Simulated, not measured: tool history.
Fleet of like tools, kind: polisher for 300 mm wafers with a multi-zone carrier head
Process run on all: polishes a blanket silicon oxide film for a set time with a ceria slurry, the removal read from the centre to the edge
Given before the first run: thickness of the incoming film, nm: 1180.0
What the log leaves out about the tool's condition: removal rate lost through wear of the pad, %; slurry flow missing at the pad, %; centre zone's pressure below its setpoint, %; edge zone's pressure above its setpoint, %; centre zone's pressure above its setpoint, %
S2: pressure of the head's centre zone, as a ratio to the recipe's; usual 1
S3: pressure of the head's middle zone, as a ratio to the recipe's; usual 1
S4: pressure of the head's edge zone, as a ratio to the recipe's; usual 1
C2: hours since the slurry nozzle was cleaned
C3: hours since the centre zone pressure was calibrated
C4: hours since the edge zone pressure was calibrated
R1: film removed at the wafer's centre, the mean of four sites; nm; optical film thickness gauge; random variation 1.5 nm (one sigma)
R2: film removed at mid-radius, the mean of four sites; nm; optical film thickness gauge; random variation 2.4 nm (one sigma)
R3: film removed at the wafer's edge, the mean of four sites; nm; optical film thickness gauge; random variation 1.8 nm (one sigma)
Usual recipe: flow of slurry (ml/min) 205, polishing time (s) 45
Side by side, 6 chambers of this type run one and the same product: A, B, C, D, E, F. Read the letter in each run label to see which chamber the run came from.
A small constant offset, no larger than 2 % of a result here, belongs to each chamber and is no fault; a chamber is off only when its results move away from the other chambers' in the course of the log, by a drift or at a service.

{"run": "1F", "hour": 10.8, "flow of slurry (ml/min)": 205, "S2": 1, "S3": 1, "S4": 1, "polishing time (s)": 45, "wafers polished on this pad": 831, "C2": 14, "C3": 632.3, "C4": 154.1, "R1": 198.3, "R2": 205.68, "R3": 204.95}
{"hour": 13.4, "done": "chamber A: centre zone pressure recalibrated"}
{"run": "2C", "hour": 18.5, "flow of slurry (ml/min)": 205, "S2": 1, "S3": 1, "S4": 1, "polishing time (s)": 45, "wafers polished on this pad": 1152, "C2": 193, "C3": 169.7, "C4": 347.9, "R1": 206.08, "R2": 205.77, "R3": 201.21}
{"run": "3E", "hour": 24.7, "flow of slurry (ml/min)": 205, "S2": 1, "S3": 1, "S4": 1, "polishing time (s)": 45, "wafers polished on this pad": 498, "C2": 438.5, "C3": 745.4, "C4": 608.2, "R1": 203.18, "R2": 207.71, "R3": 202.01}
{"hour": 30.0, "done": "chamber E: centre zone pressure recalibrated"}
{"hour": 30.8, "done": "chamber F: worn pad replaced by a new one"}
{"run": "4D", "hour": 31.3, "flow of slurry (ml/min)": 205, "S2": 1, "S3": 1, "S4": 1, "polishing time (s)": 45, "wafers polished on this pad": 811, "C2": 321.3, "C3": 359.8, "C4": 212.2, "R1": 208.46, "R2": 205.57, "R3": 206.34}
{"hour": 32.8, "done": "chamber C: worn pad replaced by a new one"}
{"run": "5A", "hour": 42.6, "flow of slurry (ml/min)": 205, "S2": 1, "S3": 1, "S4": 1, "polishing time (s)": 45, "wafers polished on this pad": 989, "C2": 224.9, "C3": 29.3, "C4": 356.3, "R1": 205.66, "R2": 208.64, "R3": 203.14}
{"hour": 43.2, "done": "chamber D: centre zone pressure recalibrated"}
{"run": "6B", "hour": 52.2, "flow of slurry (ml/min)": 205, "S2": 1, "S3": 1, "S4": 1, "polishing time (s)": 45, "wafers polished on this pad": 951, "C2": 323, "C3": 736.4, "C4": 622.3, "R1": 204.47, "R2": 202.01, "R3": 202.55}
{"run": "7C", "hour": 63.1, "flow of slurry (ml/min)": 205, "S2": 1, "S3": 1, "S4": 1, "polishing time (s)": 45, "wafers polished on this pad": 205, "C2": 237.6, "C3": 214.3, "C4": 392.5, "R1": 206.25, "R2": 203.47, "R3": 204.34}
{"run": "8A", "hour": 68.9, "flow of slurry (ml/min)": 205, "S2": 1, "S3": 1, "S4": 1, "polishing time (s)": 45, "wafers polished on this pad": 1168, "C2": 251.2, "C3": 55.6, "C4": 382.6, "R1": 210.65, "R2": 208.12, "R3": 201.9}
{"hour": 77.0, "done": "chamber A: worn pad replaced by a new one"}
{"run": "9F", "hour": 80.6, "flow of slurry (ml/min)": 205, "S2": 0.95, "S3": 1, "S4": 1, "polishing time (s)": 45, "wafers polished on this pad": 338, "C2": 83.8, "C3": 702.1, "C4": 223.9, "R1": 191.03, "R2": 206.54, "R3": 204.13}
{"run": "10B", "hour": 87.5, "flow of slurry (ml/min)": 205, "S2": 0.95, "S3": 1, "S4": 1, "polishing time (s)": 45, "wafers polished on this pad": 1191, "C2": 358.3, "C3": 771.7, "C4": 657.6, "R1": 192.03, "R2": 198.7, "R3": 200.9}
{"hour": 93.8, "done": "chamber D: worn pad replaced by a new one"}
{"run": "11D", "hour": 94.6, "flow of slurry (ml/min)": 205, "S2": 0.95, "S3": 1, "S4": 1, "polishing time (s)": 45, "wafers polished on this pad": 5, "C2": 384.6, "C3": 51.4, "C4": 275.5, "R1": 195.63, "R2": 205.3, "R3": 207.94}
{"run": "12E", "hour": 103.0, "flow of slurry (ml/min)": 205, "S2": 0.95, "S3": 1, "S4": 1, "polishing time (s)": 45, "wafers polished on this pad": 1029, "C2": 516.8, "C3": 73.1, "C4": 686.5, "R1": 193.09, "R2": 200.55, "R3": 200.85}
{"hour": 104.0, "done": "chamber A: slurry nozzle cleaned"}
{"run": "13D", "hour": 110.3, "flow of slurry (ml/min)": 205, "S2": 0.95, "S3": 1, "S4": 1, "polishing time (s)": 45, "wafers polished on this pad": 112, "C2": 400.3, "C3": 67.1, "C4": 291.2, "R1": 196.69, "R2": 200.5, "R3": 204.67}
{"run": "14B", "hour": 118.0, "flow of slurry (ml/min)": 205, "S2": 0.95, "S3": 1, "S4": 1, "polishing time (s)": 45, "wafers polished on this pad": 1398, "C2": 388.8, "C3": 802.2, "C4": 688.1, "R1": 191.94, "R2": 206.26, "R3": 199.29}
{"run": "15F", "hour": 125.4, "flow of slurry (ml/min)": 205, "S2": 1.08, "S3": 1.1, "S4": 1, "polishing time (s)": 45, "wafers polished on this pad": 642, "C2": 128.6, "C3": 746.9, "C4": 268.7, "R1": 217.11, "R2": 227.09, "R3": 203.68}
{"run": "16E", "hour": 130.7, "flow of slurry (ml/min)": 205, "S2": 1.08, "S3": 1.1, "S4": 1, "polishing time (s)": 45, "wafers polished on this pad": 1217, "C2": 544.5, "C3": 100.8, "C4": 714.2, "R1": 222.39, "R2": 218.3, "R3": 201.13}
{"run": "17C", "hour": 137.0, "flow of slurry (ml/min)": 205, "S2": 1.08, "S3": 1.1, "S4": 1, "polishing time (s)": 45, "wafers polished on this pad": 707, "C2": 311.5, "C3": 288.2, "C4": 466.4, "R1": 227.26, "R2": 228.16, "R3": 203.66}
{"hour": 138.7, "done": "chamber B: worn pad replaced by a new one"}
{"run": "18A", "hour": 142.1, "flow of slurry (ml/min)": 205, "S2": 1.08, "S3": 1.1, "S4": 1, "polishing time (s)": 45, "wafers polished on this pad": 442, "C2": 38.1, "C3": 128.8, "C4": 455.8, "R1": 227.47, "R2": 224.88, "R3": 205.03}
{"run": "19A", "hour": 150.0, "flow of slurry (ml/min)": 205, "S2": 1.08, "S3": 1.1, "S4": 1, "polishing time (s)": 45, "wafers polished on this pad": 495, "C2": 46, "C3": 136.7, "C4": 463.7, "R1": 225.41, "R2": 228.03, "R3": 205.14}
{"hour": 151.4, "done": "chamber B: slurry nozzle cleaned"}
{"hour": 157.5, "done": "chamber C: edge zone pressure recalibrated"}
{"run": "20D", "hour": 159.7, "flow of slurry (ml/min)": 205, "S2": 1.08, "S3": 1.1, "S4": 1, "polishing time (s)": 45, "wafers polished on this pad": 447, "C2": 449.7, "C3": 116.5, "C4": 340.6, "R1": 227.1, "R2": 222.81, "R3": 205.44}
{"hour": 160.9, "done": "chamber E: slurry nozzle cleaned"}
{"run": "21F", "hour": 167.7, "flow of slurry (ml/min)": 205, "S2": 1, "S3": 1, "S4": 1, "polishing time (s)": 45, "wafers polished on this pad": 929, "C2": 170.9, "C3": 789.2, "C4": 311, "R1": 201.05, "R2": 198.78, "R3": 206.74}
{"run": "22C", "hour": 173.2, "flow of slurry (ml/min)": 205, "S2": 1, "S3": 1, "S4": 1, "polishing time (s)": 45, "wafers polished on this pad": 952, "C2": 347.7, "C3": 324.4, "C4": 15.7, "R1": 206.51, "R2": 212.16, "R3": 203.94}
{"run": "23B", "hour": 182.4, "flow of slurry (ml/min)": 205, "S2": 1, "S3": 1, "S4": 1, "polishing time (s)": 45, "wafers polished on this pad": 296, "C2": 31.1, "C3": 866.6, "C4": 752.5, "R1": 201.5, "R2": 206.43, "R3": 202.67}
{"hour": 184.9, "done": "chamber C: slurry nozzle cleaned"}
{"hour": 187.6, "done": "chamber F: worn pad replaced by a new one"}
{"run": "24E", "hour": 191.9, "flow of slurry (ml/min)": 205, "S2": 1, "S3": 1.07, "S4": 0.88, "polishing time (s)": 45, "wafers polished on this pad": 1632, "C2": 31.1, "C3": 162, "C4": 775.4, "R1": 203.77, "R2": 219.37, "R3": 186.43}
{"run": "25C", "hour": 199.3, "flow of slurry (ml/min)": 205, "S2": 1, "S3": 1.07, "S4": 0.88, "polishing time (s)": 45, "wafers polished on this pad": 1129, "C2": 14.5, "C3": 350.5, "C4": 41.8, "R1": 207.1, "R2": 215.49, "R3": 191.95}
{"hour": 203.4, "done": "chamber C: worn pad replaced by a new one"}
{"run": "26F", "hour": 207.0, "flow of slurry (ml/min)": 205, "S2": 1, "S3": 1.07, "S4": 0.88, "polishing time (s)": 45, "wafers polished on this pad": 131, "C2": 210.2, "C3": 828.5, "C4": 350.3, "R1": 201.3, "R2": 225.02, "R3": 193.28}
{"run": "27B", "hour": 213.4, "flow of slurry (ml/min)": 205, "S2": 1, "S3": 1.07, "S4": 0.88, "polishing time (s)": 45, "wafers polished on this pad": 507, "C2": 62.1, "C3": 897.6, "C4": 783.5, "R1": 203.83, "R2": 215.45, "R3": 188.7}
{"run": "28E", "hour": 220.9, "flow of slurry (ml/min)": 205, "S2": 1, "S3": 1.07, "S4": 0.88, "polishing time (s)": 45, "wafers polished on this pad": 1829, "C2": 60.1, "C3": 191, "C4": 804.4, "R1": 202.31, "R2": 216.24, "R3": 187.9}
{"run": "29A", "hour": 230.9, "flow of slurry (ml/min)": 205, "S2": 1, "S3": 1.07, "S4": 0.88, "polishing time (s)": 45, "wafers polished on this pad": 1044, "C2": 126.9, "C3": 217.6, "C4": 544.6, "R1": 209.32, "R2": 222.71, "R3": 190.64}
{"hour": 235.5, "done": "chamber A: edge zone pressure recalibrated"}
{"run": "30D", "hour": 237.3, "flow of slurry (ml/min)": 205, "S2": 1, "S3": 1, "S4": 1.09, "polishing time (s)": 45, "wafers polished on this pad": 973, "C2": 527.3, "C3": 194.1, "C4": 418.2, "R1": 205.48, "R2": 206.34, "R3": 214.87}
{"run": "31F", "hour": 247.0, "flow of slurry (ml/min)": 205, "S2": 1, "S3": 1, "S4": 1.09, "polishing time (s)": 45, "wafers polished on this pad": 403, "C2": 250.2, "C3": 868.5, "C4": 390.3, "R1": 199.77, "R2": 204.87, "R3": 213.87}
{"hour": 251.4, "done": "chamber A: worn pad replaced by a new one"}
{"run": "32D", "hour": 253.3, "flow of slurry (ml/min)": 205, "S2": 1, "S3": 1, "S4": 1.09, "polishing time (s)": 45, "wafers polished on this pad": 1082, "C2": 543.3, "C3": 210.1, "C4": 434.2, "R1": 207.03, "R2": 205.4, "R3": 215.88}
{"hour": 258.6, "done": "chamber D: slurry nozzle cleaned"}
{"run": "33B", "hour": 263.3, "flow of slurry (ml/min)": 205, "S2": 1, "S3": 1, "S4": 1.09, "polishing time (s)": 45, "wafers polished on this pad": 845, "C2": 112, "C3": 947.5, "C4": 833.4, "R1": 203.1, "R2": 207.22, "R3": 208.87}
{"hour": 271.4, "done": "chamber D: worn pad replaced by a new one"}
{"run": "34C", "hour": 273.3, "flow of slurry (ml/min)": 205, "S2": 1, "S3": 1, "S4": 1.09, "polishing time (s)": 45, "wafers polished on this pad": 474, "C2": 88.5, "C3": 424.5, "C4": 115.8, "R1": 206.72, "R2": 205.69, "R3": 211.53}
{"run": "35A", "hour": 281.1, "flow of slurry (ml/min)": 205, "S2": 1, "S3": 1, "S4": 1.09, "polishing time (s)": 45, "wafers polished on this pad": 201, "C2": 177.1, "C3": 267.8, "C4": 45.6, "R1": 205.49, "R2": 209.75, "R3": 215.61}
{"hour": 284.9, "done": "chamber B: centre zone pressure recalibrated"}
{"hour": 290.8, "done": "chamber C: centre zone pressure recalibrated"}
{"run": "36E", "hour": 292.4, "flow of slurry (ml/min)": 205, "S2": 1.08, "S3": 1, "S4": 1, "polishing time (s)": 45, "wafers polished on this pad": 2314, "C2": 131.6, "C3": 262.5, "C4": 875.9, "R1": 213.83, "R2": 195.63, "R3": 198.32}
{"hour": 295.1, "done": "chamber B: edge zone pressure recalibrated"}
{"run": "37C", "hour": 302.8, "flow of slurry (ml/min)": 205, "S2": 1.08, "S3": 1, "S4": 1, "polishing time (s)": 45, "wafers polished on this pad": 674, "C2": 118, "C3": 12.1, "C4": 145.3, "R1": 221.19, "R2": 208.13, "R3": 201.05}
{"run": "38E", "hour": 312.4, "flow of slurry (ml/min)": 205, "S2": 1.08, "S3": 1, "S4": 1, "polishing time (s)": 45, "wafers polished on this pad": 2450, "C2": 151.6, "C3": 282.5, "C4": 895.9, "R1": 215.72, "R2": 204.28, "R3": 197.7}
{"hour": 313.2, "done": "chamber D: edge zone pressure recalibrated"}
{"run": "39A", "hour": 319.0, "flow of slurry (ml/min)": 205, "S2": 1.08, "S3": 1, "S4": 1, "polishing time (s)": 45, "wafers polished on this pad": 458, "C2": 215, "C3": 305.7, "C4": 83.5, "R1": 224, "R2": 207.47, "R3": 204.85}
{"hour": 320.1, "done": "chamber F: worn pad replaced by a new one"}
{"run": "40F", "hour": 329.6, "flow of slurry (ml/min)": 205, "S2": 1.08, "S3": 1, "S4": 1, "polishing time (s)": 45, "wafers polished on this pad": 64, "C2": 332.8, "C3": 951.1, "C4": 472.9, "R1": 218.78, "R2": 208.12, "R3": 203.53}
{"run": "41B", "hour": 335.2, "flow of slurry (ml/min)": 205, "S2": 1.08, "S3": 1, "S4": 1, "polishing time (s)": 45, "wafers polished on this pad": 1333, "C2": 183.9, "C3": 50.4, "C4": 40.1, "R1": 220.84, "R2": 201.25, "R3": 204.42}
{"run": "42D", "hour": 344.5, "flow of slurry (ml/min)": 205, "S2": 1.1, "S3": 1, "S4": 1.08, "polishing time (s)": 45, "wafers polished on this pad": 496, "C2": 86, "C3": 301.3, "C4": 31.4, "R1": 227.04, "R2": 204.53, "R3": 215.23}

The same settings go to every chamber for the next run, one line per chamber below. Forecast the results for each:
{"run": "43A", "hour": 352.9, "flow of slurry (ml/min)": 205, "S2": 1, "S3": 1, "S4": 1, "polishing time (s)": 45, "R1": "?", "R2": "?", "R3": "?"}
{"run": "43B", "hour": 352.9, "flow of slurry (ml/min)": 205, "S2": 1, "S3": 1, "S4": 1, "polishing time (s)": 45, "R1": "?", "R2": "?", "R3": "?"}
{"run": "43C", "hour": 352.9, "flow of slurry (ml/min)": 205, "S2": 1, "S3": 1, "S4": 1, "polishing time (s)": 45, "R1": "?", "R2": "?", "R3": "?"}
{"run": "43D", "hour": 352.9, "flow of slurry (ml/min)": 205, "S2": 1, "S3": 1, "S4": 1, "polishing time (s)": 45, "R1": "?", "R2": "?", "R3": "?"}
{"run": "43E", "hour": 352.9, "flow of slurry (ml/min)": 205, "S2": 1, "S3": 1, "S4": 1, "polishing time (s)": 45, "R1": "?", "R2": "?", "R3": "?"}
{"run": "43F", "hour": 352.9, "flow of slurry (ml/min)": 205, "S2": 1, "S3": 1, "S4": 1, "polishing time (s)": 45, "R1": "?", "R2": "?", "R3": "?"}

run=43A R1=204.96 R2=209.22 R3=206.23
run=43B R1=204.69 R2=205.13 R3=200.43
run=43C R1=203.92 R2=203.36 R3=202.74
run=43D R1=206.07 R2=203.79 R3=204.85
run=43E R1=197.27 R2=195.22 R3=193.66
run=43F R1=201.28 R2=204.31 R3=200.41
